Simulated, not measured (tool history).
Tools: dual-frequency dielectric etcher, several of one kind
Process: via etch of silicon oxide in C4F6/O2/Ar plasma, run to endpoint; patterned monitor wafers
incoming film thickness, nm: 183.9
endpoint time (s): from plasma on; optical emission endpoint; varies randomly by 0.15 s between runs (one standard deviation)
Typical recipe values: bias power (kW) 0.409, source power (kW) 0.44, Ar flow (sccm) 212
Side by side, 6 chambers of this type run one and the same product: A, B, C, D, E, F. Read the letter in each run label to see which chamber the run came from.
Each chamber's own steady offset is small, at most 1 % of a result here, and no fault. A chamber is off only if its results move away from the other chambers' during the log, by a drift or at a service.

| run | day | bias power (kW) | source power (kW) | Ar flow (sccm) | hours since the last wet clean | hours since the last bias power generator calibration | hours since the last source power generator calibration | hours since the last Ar flow controller change | endpoint time (s) |
|---|---|---|---|---|---|---|---|---|---|
|  | 0.125 | chamber C: Ar flow controller replaced |
| 1D | 0.371 | 0.409 | 0.44 | 212 | 329.8 | 9.4 | 1719.1 | 1226.5 | 40.661 |
| 2F | 0.783 | 0.409 | 0.44 | 212 | 77.2 | 690.3 | 1642.2 | 1203.4 | 40.315 |
| 3C | 1.275 | 0.409 | 0.44 | 212 | 179.1 | 411.6 | 54.6 | 27.7 | 40.759 |
| 4B | 1.721 | 0.409 | 0.44 | 212 | 347.4 | 2776 | 888.9 | 1214 | 40.968 |
| 5E | 2.142 | 0.409 | 0.44 | 212 | 119.6 | 3215.5 | 2581.5 | 2986.7 | 40.604 |
| 6A | 2.396 | 0.409 | 0.44 | 212 | 394.6 | 609.2 | 120.5 | 932.2 | 40.366 |
| 7F | 2.633 | 0.409 | 0.48 | 212 | 121.6 | 734.7 | 1686.6 | 1247.8 | 38.861 |
| 8B | 2.921 | 0.409 | 0.48 | 212 | 376.2 | 2804.8 | 917.7 | 1242.8 | 39.622 |
| 9D | 3.221 | 0.409 | 0.48 | 212 | 398.2 | 77.8 | 1787.5 | 1294.9 | 39.191 |
| 10C | 3.746 | 0.409 | 0.48 | 212 | 238.4 | 470.9 | 113.9 | 87 | 39.242 |
| 11E | 4.225 | 0.409 | 0.48 | 212 | 169.6 | 3265.5 | 2631.5 | 3036.7 | 39.367 |
| 12A | 4.746 | 0.409 | 0.48 | 212 | 451 | 665.6 | 176.9 | 988.6 | 39.053 |
| 13B | 5.025 | 0.409 | 0.44 | 212 | 426.7 | 2855.3 | 968.2 | 1293.3 | 40.714 |
| 14D | 5.546 | 0.409 | 0.44 | 212 | 454 | 133.6 | 1843.3 | 1350.7 | 40.566 |
|  | 5.583 | chamber D: wet clean of the chamber |
| 15C | 6.017 | 0.409 | 0.44 | 212 | 292.9 | 525.4 | 168.4 | 141.5 | 41.116 |
|  | 6.192 | chamber A: wet clean of the chamber |
| 16A | 6.558 | 0.409 | 0.44 | 212 | 8.9 | 709.1 | 220.4 | 1032.1 | 40.456 |
| 17E | 6.833 | 0.409 | 0.44 | 212 | 232.2 | 3328.1 | 2694.1 | 3099.3 | 40.762 |
| 18F | 7.138 | 0.409 | 0.44 | 212 | 229.7 | 842.8 | 1794.7 | 1355.9 | 40.348 |
| 19C | 7.658 | 0.409 | 0.44 | 212 | 332.3 | 564.8 | 207.8 | 180.9 | 40.844 |
| 20D | 8.167 | 0.409 | 0.44 | 212 | 62.1 | 196.5 | 1906.2 | 1413.6 | 41.966 |
| 21B | 8.596 | 0.409 | 0.44 | 212 | 512.4 | 2941 | 1053.9 | 1379 | 40.785 |
| 22A | 9.088 | 0.409 | 0.44 | 212 | 69.6 | 769.8 | 281.1 | 1092.8 | 40.084 |
| 23E | 9.588 | 0.409 | 0.44 | 212 | 298.3 | 3394.2 | 2760.2 | 3165.4 | 40.672 |
|  | 9.708 | chamber B: wet clean of the chamber |
| 24F | 9.975 | 0.409 | 0.44 | 212 | 297.8 | 910.9 | 1862.8 | 1424 | 40.32 |
| 25F | 10.392 | 0.409 | 0.44 | 212 | 307.8 | 920.9 | 1872.8 | 1434 | 40.612 |
| 26E | 10.742 | 0.409 | 0.44 | 212 | 326 | 3421.9 | 2787.9 | 3193.1 | 40.6 |
| 27D | 11.183 | 0.409 | 0.44 | 212 | 134.5 | 268.9 | 1978.6 | 1486 | 42.218 |
| 28B | 11.708 | 0.409 | 0.44 | 212 | 48.1 | 3015.7 | 1128.6 | 1453.7 | 40.707 |
| 29A | 12.133 | 0.409 | 0.44 | 212 | 142.7 | 842.9 | 354.2 | 1165.9 | 40.192 |
| 30C | 12.462 | 0.409 | 0.44 | 212 | 447.6 | 680.1 | 323.1 | 296.2 | 40.431 |
| 31F | 12.938 | 0.409 | 0.44 | 212 | 368.9 | 982 | 1933.9 | 1495.1 | 40.413 |
| 32B | 13.246 | 0.409 | 0.44 | 212 | 85 | 3052.6 | 1165.5 | 1490.6 | 40.839 |
| 33D | 13.796 | 0.409 | 0.44 | 212 | 197.2 | 331.6 | 2041.3 | 1548.7 | 42.057 |
| 34E | 14.042 | 0.486 | 0.53 | 212 | 405.2 | 3501.1 | 2867.1 | 3272.3 | 35.754 |
| 35A | 14.354 | 0.486 | 0.53 | 212 | 196 | 896.2 | 407.5 | 1219.2 | 35.612 |
| 36C | 14.904 | 0.486 | 0.53 | 212 | 506.2 | 738.7 | 381.7 | 354.8 | 35.602 |
| 37B | 15.404 | 0.486 | 0.53 | 212 | 136.8 | 3104.4 | 1217.3 | 1542.4 | 35.57 |
| 38D | 15.917 | 0.486 | 0.53 | 212 | 248.1 | 382.5 | 2092.2 | 1599.6 | 36.761 |
|  | 15.971 | chamber F: wet clean of the chamber |
| 39F | 16.454 | 0.486 | 0.53 | 212 | 11.6 | 1066.4 | 2018.3 | 1579.5 | 35.445 |
| 40C | 16.883 | 0.409 | 0.44 | 212 | 553.7 | 786.2 | 429.2 | 402.3 | 40.65 |
| 41E | 17.392 | 0.409 | 0.44 | 212 | 485.6 | 3581.5 | 2947.5 | 3352.7 | 40.836 |
| 42A | 17.704 | 0.409 | 0.44 | 212 | 276.4 | 976.6 | 487.9 | 1299.6 | 40.414 |

Read the log: is a single chamber off, either drifting away or since a service, is the gauge that measures every chamber drifting, or is nothing wrong beyond small per-chamber offsets? Name any odd chamber and what most likely caused it.

Chamber D came out of a service off from its peers and stayed that way.
What lies behind it: etch rate under this chamber's usual, % = 3.44.

Which of the 4 candidates below, each the usual settings with something changed and its results left as question marks, puts chamber D back in line with what the other chambers give on the usual settings?
In line means no further than this from the other chambers' mean on the usual settings: endpoint time (s) 0.51
| 43D-1 | 18.1 | 0.422 | 0.44 | 212 |  |  |  |  | ? |
| 43D-2 | 18.1 | 0.426 | 0.46 | 209 |  |  |  |  | ? |
| 43D-3 | 18.1 | 0.392 | 0.42 | 215 |  |  |  |  | ? |
| 43D-4 | 18.1 | 0.409 | 0.44 | 234 |  |  |  |  | ? |

On the usual settings, the other chambers give on average: endpoint time (s) 40.642
| run | endpoint time (s) |
|---|---|
| 43D-1 | 41.627 |
| 43D-2 | 40.729 |
| 43D-3 | 43.575 |
| 43D-4 | 42.558 |
With 43D-2, the chamber falls back in line with the rest.
